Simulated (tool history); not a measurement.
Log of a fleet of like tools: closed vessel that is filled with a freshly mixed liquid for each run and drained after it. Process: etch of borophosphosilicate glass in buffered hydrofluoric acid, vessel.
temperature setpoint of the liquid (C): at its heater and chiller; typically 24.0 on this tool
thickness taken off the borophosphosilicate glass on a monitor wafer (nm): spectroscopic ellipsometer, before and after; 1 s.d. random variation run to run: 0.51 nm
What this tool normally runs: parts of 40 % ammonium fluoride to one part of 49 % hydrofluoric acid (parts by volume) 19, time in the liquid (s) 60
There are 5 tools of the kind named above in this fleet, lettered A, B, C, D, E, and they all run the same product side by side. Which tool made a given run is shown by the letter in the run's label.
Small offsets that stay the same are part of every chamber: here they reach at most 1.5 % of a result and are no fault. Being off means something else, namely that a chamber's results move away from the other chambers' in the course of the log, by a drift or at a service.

| run | hour | temperature setpoint of the liquid (C) | parts of 40 % ammonium fluoride to one part of 49 % hydrofluoric acid (parts by volume) | time in the liquid (s) | read-back film thickness of the borophosphosilicate glass reference wafer, read on the same gauge (nm) | thickness taken off the borophosphosilicate glass on a monitor wafer (nm) |
|---|---|---|---|---|---|---|
| 1D | 6.3 | 24.0 | 19 | 60 | 50.002 | 54.498 |
| 2C | 11.0 | 24.0 | 19 | 60 | 50.032 | 55.189 |
| 3E | 15.1 | 24.0 | 19 | 60 | 50.015 | 56.867 |
| 4A | 21.3 | 24.0 | 19 | 60 | 49.997 | 54.187 |
| 5B | 25.6 | 24.0 | 19 | 60 | 49.978 | 57.256 |
|  | 26.9 | chamber A: hydrofluoric acid flow meter replaced |
| 6C | 31.9 | 24.0 | 19 | 60 | 49.982 | 55.414 |
| 7D | 36.1 | 24.0 | 19 | 60 | 50.025 | 55.454 |
| 8B | 39.3 | 24.0 | 19 | 60 | 49.956 | 53.955 |
| 9A | 44.2 | 24.0 | 19 | 60 | 49.993 | 54.898 |
| 10E | 49.6 | 24.0 | 19 | 60 | 50.026 | 56.111 |
| 11E | 54.0 | 22.0 | 19 | 60 | 49.989 | 49.609 |
| 12D | 58.2 | 22.0 | 19 | 60 | 50.015 | 49.088 |
| 13B | 64.2 | 22.0 | 19 | 60 | 50.013 | 48.836 |
|  | 64.9 | chamber A: thermometer replaced |
| 14A | 69.6 | 22.0 | 19 | 60 | 50.028 | 50.112 |
| 15C | 74.4 | 22.0 | 19 | 60 | 50.003 | 48.603 |
| 16B | 79.4 | 24.0 | 19 | 60 | 50.007 | 54.129 |
| 17E | 83.8 | 24.0 | 19 | 60 | 50.040 | 56.719 |
| 18A | 88.9 | 24.0 | 19 | 60 | 49.996 | 55.573 |
| 19C | 94.3 | 24.0 | 19 | 60 | 50.010 | 55.480 |
| 20D | 97.6 | 24.0 | 19 | 60 | 50.001 | 55.068 |
| 21B | 103.3 | 24.0 | 19 | 60 | 50.029 | 52.992 |
| 22A | 106.5 | 24.0 | 19 | 60 | 49.984 | 55.017 |
| 23E | 112.1 | 24.0 | 19 | 75 | 50.021 | 71.588 |
| 24C | 115.6 | 24.0 | 19 | 75 | 50.000 | 68.856 |
| 25D | 120.0 | 24.0 | 19 | 75 | 50.042 | 69.105 |
| 26B | 123.4 | 24.0 | 19 | 75 | 50.017 | 64.643 |
| 27A | 127.4 | 24.0 | 19 | 75 | 50.026 | 69.092 |
| 28E | 130.8 | 24.0 | 19 | 60 | 50.030 | 56.170 |
| 29C | 135.0 | 24.0 | 19 | 60 | 50.025 | 55.294 |
| 30D | 141.3 | 24.0 | 19 | 60 | 50.023 | 55.015 |
| 31A | 146.8 | 19.5 | 19 | 60 | 49.955 | 43.937 |
| 32E | 151.0 | 19.5 | 19 | 60 | 50.013 | 44.454 |
|  | 153.5 | chamber C: hydrofluoric acid flow meter replaced |
| 33C | 154.4 | 19.5 | 19 | 60 | 50.003 | 43.762 |
| 34D | 158.9 | 19.5 | 19 | 60 | 49.985 | 43.650 |
| 35B | 162.6 | 19.5 | 19 | 60 | 50.027 | 39.573 |
|  | 166.2 | chamber D: hydrofluoric acid flow meter replaced |
| 36A | 167.8 | 24.0 | 19 | 60 | 50.030 | 55.195 |
| 37E | 172.9 | 24.0 | 19 | 60 | 49.995 | 56.447 |
| 38D | 176.0 | 24.0 | 19 | 60 | 50.008 | 54.404 |
| 39C | 181.0 | 19.5 | 19 | 60 | 49.997 | 43.336 |
| 40B | 184.0 | 19.5 | 19 | 60 | 50.000 | 38.251 |
| 41E | 189.4 | 19.5 | 19 | 60 | 49.996 | 44.525 |
| 42B | 192.8 | 19.5 | 19 | 60 | 50.008 | 38.299 |
| 43A | 197.7 | 19.5 | 19 | 60 | 49.987 | 42.567 |

Does one chamber stand apart from the rest, does the shared gauge drift, or is all well apart from small per-chamber offsets? Give the chamber and the most likely cause, where there is one.

Chamber B drifts away from the others.
Most likely cause: liquid colder than its thermometer reads (K) = 2.38.

Chamber B could run next with any of the 4 candidate recipes listed below; each alters the usual settings, and their results appear as question marks. Which one brings its results back in line with what the other chambers deliver on the usual settings?
A result is in line if it is within this distance of the other chambers' mean on the usual settings: thickness taken off the borophosphosilicate glass on a monitor wafer (nm) 1.800
| 44B-1 | 202.3 | 23.0 | 19.0 | 50 |  | ? |
| 44B-2 | 202.3 | 24.0 | 15.0 | 60 |  | ? |
| 44B-3 | 202.3 | 22.0 | 19.0 | 60 |  | ? |
| 44B-4 | 202.3 | 24.0 | 18.5 | 65 |  | ? |

Mean of the other chambers on the usual settings: thickness taken off the borophosphosilicate glass on a monitor wafer (nm) 55.512
| run | thickness taken off the borophosphosilicate glass on a monitor wafer (nm) |
|---|---|
| 44B-1 | 38.612 |
| 44B-2 | 61.736 |
| 44B-3 | 43.810 |
| 44B-4 | 54.504 |
Change 44B-4 lands the chamber within the allowed miss of the other chambers.
